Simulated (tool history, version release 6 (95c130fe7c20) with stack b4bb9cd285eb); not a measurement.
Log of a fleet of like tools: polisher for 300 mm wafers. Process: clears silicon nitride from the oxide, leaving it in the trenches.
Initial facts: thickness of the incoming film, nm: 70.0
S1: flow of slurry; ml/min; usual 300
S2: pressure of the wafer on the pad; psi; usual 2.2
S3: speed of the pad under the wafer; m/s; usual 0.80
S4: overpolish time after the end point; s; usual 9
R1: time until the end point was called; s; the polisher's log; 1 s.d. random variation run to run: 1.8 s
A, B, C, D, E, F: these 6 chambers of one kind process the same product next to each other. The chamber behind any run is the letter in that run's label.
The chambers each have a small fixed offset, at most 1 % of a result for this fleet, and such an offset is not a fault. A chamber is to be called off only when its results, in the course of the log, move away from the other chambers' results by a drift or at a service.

At day 0.017: chamber E: head pressure recalibrated.
Run 1D, day 0.171: usual settings. Result: R1 146.81 s.
At day 0.475: chamber B: worn pad replaced by a new one.
Run 2B, day 0.517: usual settings. Result: R1 145.41 s.
At day 0.683: chamber D: worn pad replaced by a new one.
Run 3F, day 0.846: usual settings. Result: R1 146.02 s.
At day 1.108: chamber E: worn pad replaced by a new one.
At day 1.108: chamber C: worn pad replaced by a new one.
Run 4A, day 1.146: usual settings. Result: R1 148.53 s.
Run 5E, day 1.371: usual settings. Result: R1 146.51 s.
Run 6C, day 1.617: usual settings. Result: R1 142.77 s.
At day 1.792: chamber F: worn pad replaced by a new one.
Run 7E, day 1.933: usual settings. Result: R1 142.94 s.
At day 1.979: chamber C: head pressure recalibrated.
Run 8C, day 2.158: usual settings. Result: R1 147.25 s.
Run 9D, day 2.450: usual settings but S3 0.64 m/s. Result: R1 182.14 s.
Run 10B, day 2.712: usual settings but S3 0.64 m/s. Result: R1 180.73 s.
Run 11F, day 3.062: usual settings but S3 0.64 m/s. Result: R1 180.09 s.
Run 12A, day 3.338: usual settings but S3 0.64 m/s. Result: R1 180.76 s.
At day 3.408: chamber B: worn pad replaced by a new one.
At day 3.467: chamber E: worn pad replaced by a new one.
Run 13F, day 3.529: usual settings but S3 0.64 m/s. Result: R1 181.28 s.
At day 3.617: chamber D: worn pad replaced by a new one.
Run 14E, day 3.846: usual settings but S3 0.64 m/s. Result: R1 180.51 s.
Run 15A, day 4.000: usual settings. Result: R1 143.30 s.
Run 16C, day 4.225: usual settings. Result: R1 143.24 s.
At day 4.429: chamber A: slurry nozzle cleaned.
At day 4.458: chamber C: worn pad replaced by a new one.
Run 17B, day 4.458: usual settings. Result: R1 140.66 s.
Run 18D, day 4.767: usual settings. Result: R1 142.39 s.
Run 19B, day 5.083: usual settings. Result: R1 142.64 s.
At day 5.188: chamber F: worn pad replaced by a new one.
Run 20E, day 5.379: usual settings. Result: R1 143.02 s.
Run 21D, day 5.662: usual settings but S1 380 ml/min, S3 1.02 m/s. Result: R1 107.34 s.
At day 5.783: chamber A: worn pad replaced by a new one.
At day 5.896: chamber A: head pressure recalibrated.
Run 22A, day 5.992: usual settings but S1 380 ml/min, S3 1.02 m/s. Result: R1 122.29 s.
At day 6.158: chamber E: worn pad replaced by a new one.
Run 23F, day 6.321: usual settings but S1 380 ml/min, S3 1.02 m/s. Result: R1 113.08 s.
Run 24C, day 6.554: usual settings but S1 380 ml/min, S3 1.02 m/s. Result: R1 111.39 s.
Run 25A, day 6.788: usual settings but S1 380 ml/min, S3 1.02 m/s. Result: R1 120.50 s.
At day 6.829: chamber B: worn pad replaced by a new one.
At day 6.871: chamber D: worn pad replaced by a new one.
Run 26C, day 6.996: usual settings but S1 380 ml/min, S3 1.02 m/s. Result: R1 110.55 s.
Run 27B, day 7.192: usual settings but S1 395 ml/min. Result: R1 142.72 s.
Run 28D, day 7.446: usual settings but S1 395 ml/min. Result: R1 139.69 s.
Run 29F, day 7.629: usual settings but S1 395 ml/min. Result: R1 143.18 s.
Run 30E, day 7.808: usual settings but S1 395 ml/min. Result: R1 141.67 s.
At day 7.979: chamber C: worn pad replaced by a new one.
Run 31E, day 7.983: usual settings but S1 395 ml/min. Result: R1 140.90 s.
Run 32B, day 8.200: usual settings but S1 395 ml/min. Result: R1 141.72 s.
Run 33F, day 8.542: usual settings. Result: R1 144.40 s.
Run 34D, day 8.729: usual settings. Result: R1 143.37 s.
At day 8.738: chamber E: worn pad replaced by a new one.
Run 35C, day 9.079: usual settings. Result: R1 144.75 s.
Run 36A, day 9.383: usual settings. Result: R1 160.01 s.
Run 37E, day 9.708: usual settings. Result: R1 142.41 s.
Run 38C, day 9.896: usual settings. Result: R1 140.86 s.

Each of the 6 chambers runs these same settings next. Fill in every chamber's results:
Run 39A, day 10.146: usual settings but S4 6 s. Result: R1 ?.
Run 39B, day 10.146: usual settings but S4 6 s. Result: R1 ?.
Run 39C, day 10.146: usual settings but S4 6 s. Result: R1 ?.
Run 39D, day 10.146: usual settings but S4 6 s. Result: R1 ?.
Run 39E, day 10.146: usual settings but S4 6 s. Result: R1 ?.
Run 39F, day 10.146: usual settings but S4 6 s. Result: R1 ?.

run      R1
39A  162.66
39B  144.72
39C  143.59
39D  140.48
39E  144.18
39F  141.72
